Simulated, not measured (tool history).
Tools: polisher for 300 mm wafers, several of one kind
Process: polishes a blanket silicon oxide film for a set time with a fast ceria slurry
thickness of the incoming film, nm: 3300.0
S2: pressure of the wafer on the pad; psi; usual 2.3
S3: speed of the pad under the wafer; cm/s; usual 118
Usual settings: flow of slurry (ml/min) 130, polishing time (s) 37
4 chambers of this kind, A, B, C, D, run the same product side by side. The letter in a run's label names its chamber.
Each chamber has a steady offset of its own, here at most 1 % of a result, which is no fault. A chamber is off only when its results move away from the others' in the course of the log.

Run 1A, hour 4.7: usual settings. Result: film removed (Å) 5680.9.
Run 2D, hour 7.1: usual settings. Result: film removed (Å) 5562.
Run 3B, hour 10.2: usual settings. Result: film removed (Å) 5556.4.
Run 4C, hour 13: usual settings. Result: film removed (Å) 5527.8.
Run 5A, hour 18: usual settings. Result: film removed (Å) 5577.7.
Run 6D, hour 20.8: usual settings. Result: film removed (Å) 5436.4.
Run 7C, hour 23.4: usual settings. Result: film removed (Å) 5672.7.
Run 8B, hour 28.7: usual settings. Result: film removed (Å) 5572.1.
At hour 33.4: chamber A: worn pad replaced by a new one.
Run 9C, hour 33.9: usual settings. Result: film removed (Å) 5498.6.
Run 10A, hour 36.6: usual settings. Result: film removed (Å) 5640.7.
Run 11D, hour 42.2: usual settings. Result: film removed (Å) 5491.7.
Run 12B, hour 46.6: usual settings. Result: film removed (Å) 5573.6.
At hour 50.5: chamber B: head pressure recalibrated.
Run 13C, hour 51.3: usual settings but flow of slurry (ml/min) 95, S2 1.6 psi. Result: film removed (Å) 3547.9.
At hour 55.5: chamber D: worn pad replaced by a new one.
Run 14D, hour 56.6: usual settings but flow of slurry (ml/min) 95, S2 1.6 psi. Result: film removed (Å) 3537.2.
Run 15B, hour 60.4: usual settings but flow of slurry (ml/min) 95, S2 1.6 psi. Result: film removed (Å) 3616.
Run 16A, hour 64.7: usual settings but flow of slurry (ml/min) 95, S2 1.6 psi. Result: film removed (Å) 3634.6.
At hour 65.4: chamber D: head pressure recalibrated.
Run 17C, hour 69.8: usual settings. Result: film removed (Å) 5250.4.
Run 18B, hour 72.9: usual settings. Result: film removed (Å) 5750.2.
Run 19D, hour 78.1: usual settings. Result: film removed (Å) 5530.4.
Run 20A, hour 80.9: usual settings. Result: film removed (Å) 5503.7.
Run 21C, hour 83.4: usual settings. Result: film removed (Å) 5150.8.
Run 22D, hour 86.9: usual settings but polishing time (s) 27. Result: film removed (Å) 4024.6.
At hour 91.8: chamber A: worn pad replaced by a new one.
Run 23B, hour 91.9: usual settings but polishing time (s) 27. Result: film removed (Å) 4003.8.
Run 24A, hour 94.5: usual settings but polishing time (s) 27. Result: film removed (Å) 4078.3.
Run 25C, hour 98: usual settings but polishing time (s) 27. Result: film removed (Å) 3689.8.
Run 26A, hour 100.6: usual settings. Result: film removed (Å) 5738.2.
Run 27D, hour 103.4: usual settings. Result: film removed (Å) 5543.1.

Is one chamber off against the others, does the gauge drift, or is nothing wrong? If a chamber is off, say which, and what the likeliest cause is.

Chamber C drifts away from the others.
Cause: removal rate lost through wear of the pad, % = 12.7.
The log may not tell that from: slurry flow missing at the pad, %; head's pressure below its setpoint, %.

Here are 4 candidates for chamber C's next run, each the usual settings with a change, their results left as question marks. Which one brings its results back in line with what the others give on the usual settings?
In line means no further than this from the other chambers' mean on the usual settings: film removed (Å) 230
Run 28C-1, hour 107.4: usual settings but S2 2.5 psi, S3 128 cm/s, polishing time (s) 40. Result: film removed (Å) ?.
Run 28C-2, hour 107.4: usual settings but S3 104 cm/s. Result: film removed (Å) ?.
Run 28C-3, hour 107.4: usual settings but S3 126 cm/s, polishing time (s) 39. Result: film removed (Å) ?.
Run 28C-4, hour 107.4: usual settings but flow of slurry (ml/min) 125, polishing time (s) 30. Result: film removed (Å) ?.

The other chambers' mean on the usual settings: film removed (Å) 5559.1
  run  film removed (Å)
28C-1              6290
28C-2            4355.7
28C-3            5556.9
28C-4            3972.7
28C-3 brings the chamber back in line.
